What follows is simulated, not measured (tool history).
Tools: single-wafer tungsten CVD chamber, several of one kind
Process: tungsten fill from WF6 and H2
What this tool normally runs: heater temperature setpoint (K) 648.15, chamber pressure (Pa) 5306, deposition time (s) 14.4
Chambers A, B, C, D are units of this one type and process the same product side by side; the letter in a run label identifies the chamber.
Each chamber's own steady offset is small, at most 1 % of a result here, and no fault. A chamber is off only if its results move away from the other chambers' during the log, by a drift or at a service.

run   hour  heater temperature setpoint (K)  chamber pressure (Pa)  deposition time (s)  hours since the last thermocouple change  hours since the last manometer calibration  read-back reference wafer on the same gauge, thickness_nm  mean film thickness on the monitor wafer (Å)
 1B    3.2                           648.15                   5306                 14.4                                    1988.4                                      1492.6                                                     25.504                                        294.48
 2D    8.6                           648.15                   5306                 14.4                                     978.2                                       475.1                                                     25.501                                        290.85
 3C   14.0                           648.15                   5306                 14.4                                     416.5                                      2039.1                                                     25.506                                        289.24
 4A   18.5                           648.15                   5306                 14.4                                     307.1                                       556.0                                                     25.500                                        293.74
 5C   23.0                           648.15                   5306                 14.4                                     425.5                                      2048.1                                                     25.495                                        291.84
 6A   27.5                           648.15                   5306                 14.4                                     316.1                                       565.0                                                     25.504                                        292.36
 7B   30.5                           648.15                   5306                 14.4                                    2015.7                                      1519.9                                                     25.509                                        295.81
 8D   33.2                           648.15                   5306                 14.4                                    1002.8                                       499.7                                                     25.511                                        289.90
 9D   35.7                           648.15                   5306                 11.9                                    1005.3                                       502.2                                                     25.513                                        239.73
10B   39.7                           648.15                   5306                 11.9                                    2024.9                                      1529.1                                                     25.502                                        242.59
11C   42.4                           648.15                   5306                 11.9                                     444.9                                      2067.5                                                     25.511                                        240.54
12A   46.3                           648.15                   5306                 11.9                                     334.9                                       583.8                                                     25.486                                        240.81
13B   50.0                           648.15                   5306                 14.4                                    2035.2                                      1539.4                                                     25.514                                        296.08
14D   55.2                           648.15                   5306                 14.4                                    1024.8                                       521.7                                                     25.507                                        289.09
15C   58.1                           637.15                   5306                 12.5                                     460.6                                      2083.2                                                     25.509                                        200.33
16A   61.0                           637.15                   5306                 12.5                                     349.6                                       598.5                                                     25.489                                        200.65
17D   64.2                           637.15                   5306                 12.5                                    1033.8                                       530.7                                                     25.497                                        197.33
18A   68.8                           637.15                   5306                 12.5                                     357.4                                       606.3                                                     25.500                                        201.01
19C   73.9                           648.15                   5306                 14.4                                     476.4                                      2099.0                                                     25.508                                        290.00
20B   77.5                           648.15                   5306                 14.4                                    2062.7                                      1566.9                                                     25.489                                        294.32
      81.4  -- chamber C: capacitance manometer re-zeroed and calibrated
21C   81.8                           648.15                   5306                 14.4                                     484.3                                         0.4                                                     25.506                                        290.87
22A   84.8                           648.15                   5306                 14.4                                     373.4                                       622.3                                                     25.504                                        293.11
23B   90.5                           648.15                   5306                 14.4                                    2075.7                                      1579.9                                                     25.492                                        295.60
24D   93.9                           648.15                   5306                 14.4                                    1063.5                                       560.4                                                     25.487                                        287.04
25D   97.6                           648.15                   4173                 12.4                                    1067.2                                       564.1                                                     25.482                                        219.55
26A  100.7                           648.15                   4173                 12.4                                     389.3                                       638.2                                                     25.513                                        223.32
27B  104.9                           648.15                   4173                 12.4                                    2090.1                                      1594.3                                                     25.517                                        226.24
28C  109.2                           648.15                   4173                 12.4                                     511.7                                        27.8                                                     25.482                                        221.36
29A  112.3                           648.15                   5306                 14.4                                     400.9                                       649.8                                                     25.478                                        291.23
30C  118.1                           648.15                   5306                 14.4                                     520.6                                        36.7                                                     25.492                                        291.07
31D  122.1                           648.15                   5306                 14.4                                    1091.7                                       588.6                                                     25.490                                        285.42
32B  126.7                           648.15                   5306                 14.4                                    2111.9                                      1616.1                                                     25.506                                        295.08
33A  131.9                           648.15                   5306                 14.4                                     420.5                                       669.4                                                     25.504                                        291.39

Next, every chamber runs the same settings. What will each give?
34A  136.0                           648.15                   5306                 14.4                                                                                                                                                                                              ?
34B  136.0                           648.15                   5306                 14.4                                                                                                                                                                                              ?
34C  136.0                           648.15                   5306                 14.4                                                                                                                                                                                              ?
34D  136.0                           648.15                   5306                 14.4                                                                                                                                                                                              ?

run  mean film thickness on the monitor wafer (Å)
34A                                        291.45
34B                                        295.66
34C                                        291.22
34D                                        284.78
